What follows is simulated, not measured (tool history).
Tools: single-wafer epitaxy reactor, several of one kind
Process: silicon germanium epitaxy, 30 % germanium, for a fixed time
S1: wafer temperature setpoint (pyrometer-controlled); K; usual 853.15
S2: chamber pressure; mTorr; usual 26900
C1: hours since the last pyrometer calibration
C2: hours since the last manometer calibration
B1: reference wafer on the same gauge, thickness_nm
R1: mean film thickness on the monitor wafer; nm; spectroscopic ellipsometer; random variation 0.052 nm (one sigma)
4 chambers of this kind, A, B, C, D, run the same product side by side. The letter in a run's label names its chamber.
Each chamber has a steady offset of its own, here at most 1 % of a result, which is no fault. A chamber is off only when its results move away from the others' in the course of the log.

run     day      S1     S2      C1      C2      B1      R1
 1D   0.492  853.15  26900   478.9  1246.4  52.991  45.531
 2A   1.096  853.15  26900  1340.9   588.4  52.982  45.781
 3B   1.588  853.15  26900  1731.8   552.9  52.972  45.439
 4C   1.967  853.15  26900  1594.2   400.1   52.98  45.241
 5A   2.638  853.15  26900  1377.9   625.4  52.951  45.722
 6D   3.162  853.15  26900     543  1310.5  52.958  45.451
 7B   3.671  853.15  26900  1781.8   602.9  52.927  45.378
 8C   4.062  853.15  26900  1644.5   450.4  52.937   45.32
 9C   4.729  853.15  26900  1660.5   466.4  52.896  45.317
10D   5.321  853.15  26900   594.8  1362.3   52.91  45.498
11A   5.862  853.15  26900  1455.3   702.8  52.885   45.61
12B   6.258  853.15  26900  1843.9     665  52.892  45.399
13C   6.808  853.15  26900  1710.4   516.3  52.883  45.254
14A   7.312  853.15  26900  1490.1   737.6  52.871  45.719
15D   7.758  853.15  22000   653.3  1420.8  52.854  41.944
16B   8.292  853.15  22000  1892.7   713.8  52.856  41.801
17A   8.771  853.15  22000  1525.1   772.6  52.833  42.036
18B   9.096  853.15  22000    1912   733.1  52.831  41.764
19D     9.4  853.15  26900   692.7  1460.2  52.821  45.416
20C   9.938  853.15  26900  1785.5   591.4  52.824  45.171
21C    10.5  853.15  26900    1799   604.9  52.804  45.222
22B  11.067  859.15  26900  1959.3   780.4  52.792  50.789
23A  11.462  859.15  26900  1589.7   837.2   52.77  51.212
24D    11.8  859.15  26900   750.3  1517.8  52.761  50.663
25B  12.362  859.15  26900  1990.4   811.5  52.787  50.696
26C  12.954  853.15  26900  1857.9   663.8  52.768   45.13

Is one chamber off against the others, does the gauge drift, or is nothing wrong? If a chamber is off, say which, and what the likeliest cause is.

The gauge drifts, so all chambers seem to drift together. No chamber is off.
Cause: gauge reads low (%) = 0.47.

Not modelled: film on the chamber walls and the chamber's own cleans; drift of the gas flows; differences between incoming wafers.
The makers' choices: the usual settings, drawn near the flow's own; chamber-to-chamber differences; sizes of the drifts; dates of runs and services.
